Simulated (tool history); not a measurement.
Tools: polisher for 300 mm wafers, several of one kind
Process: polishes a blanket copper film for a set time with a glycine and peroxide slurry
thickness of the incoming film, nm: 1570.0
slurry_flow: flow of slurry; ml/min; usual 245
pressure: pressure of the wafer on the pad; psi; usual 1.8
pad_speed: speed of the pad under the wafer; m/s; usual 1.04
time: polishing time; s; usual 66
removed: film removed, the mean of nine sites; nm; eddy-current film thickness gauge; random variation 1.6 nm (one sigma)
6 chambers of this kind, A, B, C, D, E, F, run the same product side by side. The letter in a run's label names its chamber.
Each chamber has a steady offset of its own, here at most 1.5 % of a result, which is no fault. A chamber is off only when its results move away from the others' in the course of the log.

{"run": "1C", "day": 0.117, "slurry_flow": 245, "pressure": 1.8, "pad_speed": 1.04, "time": 66, "removed": 217.85}
{"day": 0.154, "done": "chamber C: worn pad replaced by a new one"}
{"run": "2D", "day": 0.242, "slurry_flow": 245, "pressure": 1.8, "pad_speed": 1.04, "time": 66, "removed": 221.26}
{"day": 0.308, "done": "chamber D: worn pad replaced by a new one"}
{"run": "3E", "day": 0.421, "slurry_flow": 245, "pressure": 1.8, "pad_speed": 1.04, "time": 66, "removed": 221.79}
{"run": "4B", "day": 0.571, "slurry_flow": 245, "pressure": 1.8, "pad_speed": 1.04, "time": 66, "removed": 218.06}
{"run": "5A", "day": 0.817, "slurry_flow": 245, "pressure": 1.8, "pad_speed": 1.04, "time": 66, "removed": 216.98}
{"run": "6F", "day": 0.979, "slurry_flow": 245, "pressure": 1.8, "pad_speed": 1.04, "time": 66, "removed": 219.62}
{"day": 1.121, "done": "chamber F: head pressure recalibrated"}
{"run": "7C", "day": 1.138, "slurry_flow": 245, "pressure": 1.8, "pad_speed": 1.04, "time": 66, "removed": 215.93}
{"day": 1.246, "done": "chamber A: slurry nozzle cleaned"}
{"day": 1.258, "done": "chamber B: slurry nozzle cleaned"}
{"run": "8B", "day": 1.362, "slurry_flow": 245, "pressure": 1.8, "pad_speed": 1.04, "time": 66, "removed": 220.86}
{"day": 1.512, "done": "chamber B: worn pad replaced by a new one"}
{"run": "9A", "day": 1.533, "slurry_flow": 245, "pressure": 1.8, "pad_speed": 1.04, "time": 66, "removed": 217.28}
{"run": "10D", "day": 1.654, "slurry_flow": 245, "pressure": 1.8, "pad_speed": 1.04, "time": 66, "removed": 219.83}
{"day": 1.671, "done": "chamber E: worn pad replaced by a new one"}
{"run": "11E", "day": 1.788, "slurry_flow": 245, "pressure": 1.8, "pad_speed": 1.04, "time": 66, "removed": 219.28}
{"day": 1.808, "done": "chamber F: worn pad replaced by a new one"}
{"day": 1.846, "done": "chamber F: slurry nozzle cleaned"}
{"run": "12F", "day": 1.967, "slurry_flow": 245, "pressure": 1.4, "pad_speed": 1.04, "time": 66, "removed": 182.6}
{"day": 1.996, "done": "chamber A: worn pad replaced by a new one"}
{"run": "13C", "day": 2.154, "slurry_flow": 245, "pressure": 1.4, "pad_speed": 1.04, "time": 66, "removed": 182.78}
{"run": "14A", "day": 2.267, "slurry_flow": 245, "pressure": 1.4, "pad_speed": 1.04, "time": 66, "removed": 181.46}
{"run": "15B", "day": 2.508, "slurry_flow": 245, "pressure": 1.4, "pad_speed": 1.04, "time": 66, "removed": 183.48}
{"day": 2.558, "done": "chamber D: worn pad replaced by a new one"}
{"run": "16E", "day": 2.725, "slurry_flow": 245, "pressure": 1.4, "pad_speed": 1.04, "time": 66, "removed": 178.35}
{"run": "17F", "day": 2.95, "slurry_flow": 245, "pressure": 1.4, "pad_speed": 1.04, "time": 66, "removed": 184.99}
{"run": "18D", "day": 3.058, "slurry_flow": 315, "pressure": 1.8, "pad_speed": 1.04, "time": 66, "removed": 225.91}
{"run": "19E", "day": 3.171, "slurry_flow": 315, "pressure": 1.8, "pad_speed": 1.04, "time": 66, "removed": 219.33}
{"run": "20B", "day": 3.325, "slurry_flow": 315, "pressure": 1.8, "pad_speed": 1.04, "time": 66, "removed": 223.9}
{"day": 3.404, "done": "chamber B: worn pad replaced by a new one"}
{"run": "21D", "day": 3.438, "slurry_flow": 315, "pressure": 1.8, "pad_speed": 1.04, "time": 66, "removed": 224.08}
{"run": "22C", "day": 3.675, "slurry_flow": 315, "pressure": 1.8, "pad_speed": 1.04, "time": 66, "removed": 224.62}
{"run": "23F", "day": 3.812, "slurry_flow": 315, "pressure": 1.8, "pad_speed": 1.04, "time": 66, "removed": 224.3}
{"run": "24A", "day": 3.996, "slurry_flow": 245, "pressure": 2.2, "pad_speed": 1.04, "time": 66, "removed": 252.65}
{"day": 4.083, "done": "chamber C: slurry nozzle cleaned"}
{"run": "25D", "day": 4.121, "slurry_flow": 245, "pressure": 2.2, "pad_speed": 1.04, "time": 66, "removed": 256.32}
{"day": 4.212, "done": "chamber C: worn pad replaced by a new one"}
{"day": 4.212, "done": "chamber F: worn pad replaced by a new one"}
{"run": "26C", "day": 4.362, "slurry_flow": 245, "pressure": 2.2, "pad_speed": 1.04, "time": 66, "removed": 257.94}
{"run": "27E", "day": 4.571, "slurry_flow": 245, "pressure": 2.2, "pad_speed": 1.04, "time": 66, "removed": 246.5}
{"day": 4.717, "done": "chamber D: worn pad replaced by a new one"}
{"run": "28A", "day": 4.717, "slurry_flow": 245, "pressure": 2.2, "pad_speed": 1.04, "time": 66, "removed": 257.95}
{"run": "29B", "day": 4.862, "slurry_flow": 245, "pressure": 2.2, "pad_speed": 1.04, "time": 66, "removed": 258.4}
{"run": "30F", "day": 5.088, "slurry_flow": 220, "pressure": 1.8, "pad_speed": 1.04, "time": 66, "removed": 216}
{"day": 5.262, "done": "chamber B: worn pad replaced by a new one"}
{"run": "31F", "day": 5.279, "slurry_flow": 220, "pressure": 1.8, "pad_speed": 1.04, "time": 66, "removed": 217.53}
{"run": "32E", "day": 5.417, "slurry_flow": 220, "pressure": 1.8, "pad_speed": 1.04, "time": 66, "removed": 204.22}
{"run": "33D", "day": 5.579, "slurry_flow": 220, "pressure": 1.8, "pad_speed": 1.04, "time": 66, "removed": 216.04}
{"run": "34A", "day": 5.796, "slurry_flow": 220, "pressure": 1.8, "pad_speed": 1.04, "time": 66, "removed": 216.98}
{"run": "35B", "day": 5.938, "slurry_flow": 220, "pressure": 1.8, "pad_speed": 1.04, "time": 66, "removed": 215.78}
{"run": "36C", "day": 6.146, "slurry_flow": 245, "pressure": 1.8, "pad_speed": 1.04, "time": 66, "removed": 218.54}

What goes on in this fleet: one chamber off, a drifting gauge, or nothing beyond the chambers' own small offsets? Name the chamber and the cause, if any.

Chamber E drifts away from the others.
Cause: slurry flow missing at the pad, % = 34.2.
The log may not tell that from: head's pressure below its setpoint, %.

Here are 4 candidates for chamber E's next run, each the usual settings with a change, their results left as question marks. Which one brings its results back in line with what the others give on the usual settings?
In line means no further than this from the other chambers' mean on the usual settings: removed 5.7 nm
{"run": "37E-1", "day": 6.321, "slurry_flow": 245, "pressure": 1.8, "pad_speed": 1.06, "time": 69, "removed": "?"}
{"run": "37E-2", "day": 6.321, "slurry_flow": 245, "pressure": 1.7, "pad_speed": 0.94, "time": 66, "removed": "?"}
{"run": "37E-3", "day": 6.321, "slurry_flow": 245, "pressure": 1.8, "pad_speed": 1.2, "time": 66, "removed": "?"}
{"run": "37E-4", "day": 6.321, "slurry_flow": 175, "pressure": 1.8, "pad_speed": 1.04, "time": 66, "removed": "?"}

The other chambers' mean on the usual settings: removed 218.83 nm
run=37E-1 removed=218.89
run=37E-2 removed=183.39
run=37E-3 removed=230.48
run=37E-4 removed=193.92
37E-1 brings the chamber back in line.

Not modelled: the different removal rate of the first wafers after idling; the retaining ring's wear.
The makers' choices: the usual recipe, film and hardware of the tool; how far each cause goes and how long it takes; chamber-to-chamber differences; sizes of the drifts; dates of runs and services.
